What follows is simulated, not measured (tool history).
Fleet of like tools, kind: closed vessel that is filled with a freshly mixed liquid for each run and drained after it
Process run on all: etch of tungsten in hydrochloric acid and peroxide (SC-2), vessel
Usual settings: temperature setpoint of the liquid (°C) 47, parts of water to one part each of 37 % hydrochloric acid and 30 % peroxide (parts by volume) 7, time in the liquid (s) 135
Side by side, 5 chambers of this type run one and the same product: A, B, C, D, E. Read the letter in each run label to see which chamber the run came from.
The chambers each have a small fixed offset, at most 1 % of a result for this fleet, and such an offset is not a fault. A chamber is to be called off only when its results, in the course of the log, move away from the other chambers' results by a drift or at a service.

run   hour  temperature setpoint of the liquid (°C)  parts of water to one part each of 37 % hydrochloric acid and 30 % peroxide (parts by volume)  time in the liquid (s)  hours since the thermometer was replaced  hours since the chemicals flow meter was replaced  hours since the drum of peroxide was connected  read-back film thickness of the tungsten reference wafer, read on the same gauge (nm)  thickness taken off the tungsten on a monitor wafer (nm)
 1C    8.3                                       47                                                                                              7                     135                                       440                                             1256.9                                          1089.1                                                                                 150.01                                                     22.09
 2E   20.1                                       47                                                                                              7                     135                                     819.8                                              312.6                                           152.5                                                                                 149.98                                                    21.813
        22  -- chamber B: new drum of peroxide connected
 3D     34                                       47                                                                                              7                     135                                    2339.6                                              726.5                                           826.5                                                                                 149.97                                                    21.909
 4B   42.1                                       47                                                                                              7                     135                                     120.3                                              607.6                                            20.2                                                                                 150.01                                                    21.909
 5A   52.3                                       47                                                                                              7                     135                                     441.5                                             1144.9                                           480.1                                                                                 150.02                                                    21.757
 6D   65.1                                       47                                                                                              7                     135                                    2370.7                                              757.6                                           857.6                                                                                    150                                                    22.006
      75.2  -- chamber C: new drum of peroxide connected
 7E   76.5                                       47                                                                                              7                     165                                     876.2                                                369                                           208.9                                                                                    150                                                    26.933
      90.1  -- chamber C: chemicals flow meter replaced
 8C   90.2                                       47                                                                                              7                     165                                     521.9                                                0.2                                            15.1                                                                                 149.99                                                    26.775
 9B  105.6                                       47                                                                                              7                     165                                     183.8                                              671.1                                            83.7                                                                                    150                                                    26.576
10A  116.1                                       47                                                                                              7                     165                                     505.3                                             1208.7                                           543.9                                                                                 149.99                                                    26.711
11A  126.9                                       47                                                                                              7                     165                                     516.1                                             1219.5                                           554.7                                                                                    150                                                    26.921
12E  140.2                                       47                                                                                              7                     135                                     939.9                                              432.7                                           272.6                                                                                    150                                                    21.708
13D  155.5                                       47                                                                                              7                     135                                    2461.1                                                848                                             948                                                                                 150.02                                                    21.882
14B  170.3                                       47                                                                                              7                     190                                     248.5                                              735.8                                           148.4                                                                                 149.94                                                     31.38
15C  182.6                                       47                                                                                              7                     190                                     614.3                                               92.6                                           107.5                                                                                 150.01                                                    31.163
16E  191.8                                       47                                                                                              7                     190                                     991.5                                              484.3                                           324.2                                                                                 149.98                                                    30.443
17A  202.3                                       47                                                                                              7                     190                                     591.5                                             1294.9                                           630.1                                                                                 149.98                                                    30.915
18D  214.3                                       47                                                                                              7                     190                                    2519.9                                              906.8                                          1006.8                                                                                    150                                                    31.123
19B  224.6                                       47                                                                                              7                     135                                     302.8                                              790.1                                           202.7                                                                                 150.04                                                    22.357
20C  232.5                                       47                                                                                              7                     135                                     664.2                                              142.5                                           157.4                                                                                 150.01                                                    22.539
     233.6  -- chamber A: new drum of peroxide connected
21C  242.4                                       47                                                                                              7                     135                                     674.1                                              152.4                                           167.3                                                                                    150                                                    22.904
22A  250.9                                       47                                                                                            9.5                     210                                     640.1                                             1343.5                                            17.4                                                                                 149.97                                                     26.58
23D    263                                       47                                                                                            9.5                     210                                    2568.6                                              955.5                                          1055.5                                                                                 150.02                                                    26.516
24E  270.8                                       47                                                                                            9.5                     210                                    1070.5                                              563.3                                           403.2                                                                                    150                                                    26.461
25B  277.9                                       47                                                                                            9.5                     210                                     356.1                                              843.4                                             256                                                                                 150.01                                                    26.602
26C  292.4                                       47                                                                                            9.5                     210                                     724.1                                              202.4                                           217.3                                                                                 149.98                                                     27.92
27B  303.4                                       47                                                                                              7                     135                                     381.6                                              868.9                                           281.5                                                                                    150                                                    21.898
28E  317.6                                       47                                                                                              7                     200                                    1117.3                                              610.1                                             450                                                                                 150.02                                                    32.576
     319.3  -- chamber D: thermometer replaced
29D  328.7                                       47                                                                                              7                     200                                       9.4                                             1021.2                                          1121.2                                                                                    150                                                    32.672
     338.7  -- chamber D: new drum of peroxide connected
30A  343.1                                       47                                                                                              7                     200                                     732.3                                             1435.7                                           109.6                                                                                 149.98                                                     32.17
     348.5  -- chamber A: chemicals flow meter replaced
     348.6  -- chamber E: chemicals flow meter replaced
31E  358.5                                       47                                                                                              7                     200                                    1158.2                                                9.9                                           490.9                                                                                 150.07                                                    32.798
32D  374.5                                       47                                                                                              7                     200                                      55.2                                               1067                                            35.8                                                                                 149.99                                                     32.62
33C  383.2                                       47                                                                                              7                     135                                     814.9                                              293.2                                           308.1                                                                                 150.01                                                    23.739
     395.8  -- chamber A: thermometer replaced
34A  396.4                                       47                                                                                              7                     135                                       0.7                                                 48                                           162.9                                                                                 150.01                                                    21.906
35B  404.1                                       47                                                                                              7                     135                                     482.3                                              969.6                                           382.2                                                                                 150.02                                                    21.896
36B  415.2                                       47                                                                                              9                     135                                     493.4                                              980.7                                           393.3                                                                                 149.98                                                    17.869
37A  430.2                                       47                                                                                              9                     135                                      34.5                                               81.8                                           196.7                                                                                 150.03                                                    17.723
38E    439                                       47                                                                                              9                     135                                    1238.7                                               90.4                                           571.4                                                                                    150                                                      17.8
39D  453.2                                       47                                                                                              9                     135                                     133.9                                             1145.7                                           114.5                                                                                 150.02                                                    18.187
40C  461.5                                       47                                                                                              9                     135                                     893.2                                              371.5                                           386.4                                                                                    150                                                    19.601
41B  475.7                                       47                                                                                              7                     135                                     553.9                                             1041.2                                           453.8                                                                                 149.97                                                    21.907
42A    487                                       47                                                                                              7                     135                                      91.3                                              138.6                                           253.5                                                                                    150                                                    21.962
43D  502.3                                       47                                                                                              7                     135                                       183                                             1194.8                                           163.6                                                                                    150                                                    21.963
44E  513.7                                       47                                                                                              7                     135                                    1313.4                                              165.1                                           646.1                                                                                 150.02                                                    21.828

Does one chamber stand apart from the rest, does the shared gauge drift, or is all well apart from small per-chamber offsets? Give the chamber and the most likely cause, where there is one.

Little by little, chamber C moves away from the other chambers.
Cause: liquid hotter than its thermometer reads (K) = 1.6.

Chamber C could run next with any of the 4 candidate recipes listed below; each alters the usual settings, and their results appear as question marks. Which one brings its results back in line with what the other chambers deliver on the usual settings?
Allowed miss from the other chambers' usual-settings mean, per result, to count as in line: thickness taken off the tungsten on a monitor wafer (nm) 0.65
45C-1  525.1                                       48                                                                                              7                     140                                                                                                                                                                                                                                                                                             ?
45C-2  525.1                                       47                                                                                            6.5                     135                                                                                                                                                                                                                                                                                             ?
45C-3  525.1                                       47                                                                                            7.5                     135                                                                                                                                                                                                                                                                                             ?
45C-4  525.1                                       46                                                                                              7                     130                                                                                                                                                                                                                                                                                             ?

On the usual settings, the other chambers give on average: thickness taken off the tungsten on a monitor wafer (nm) 21.935
  run  thickness taken off the tungsten on a monitor wafer (nm)
45C-1                                                    27.138
45C-2                                                    25.907
45C-3                                                    23.158
45C-4                                                    21.999
The answer is 45C-4, which returns the chamber to within the allowed miss of the others.

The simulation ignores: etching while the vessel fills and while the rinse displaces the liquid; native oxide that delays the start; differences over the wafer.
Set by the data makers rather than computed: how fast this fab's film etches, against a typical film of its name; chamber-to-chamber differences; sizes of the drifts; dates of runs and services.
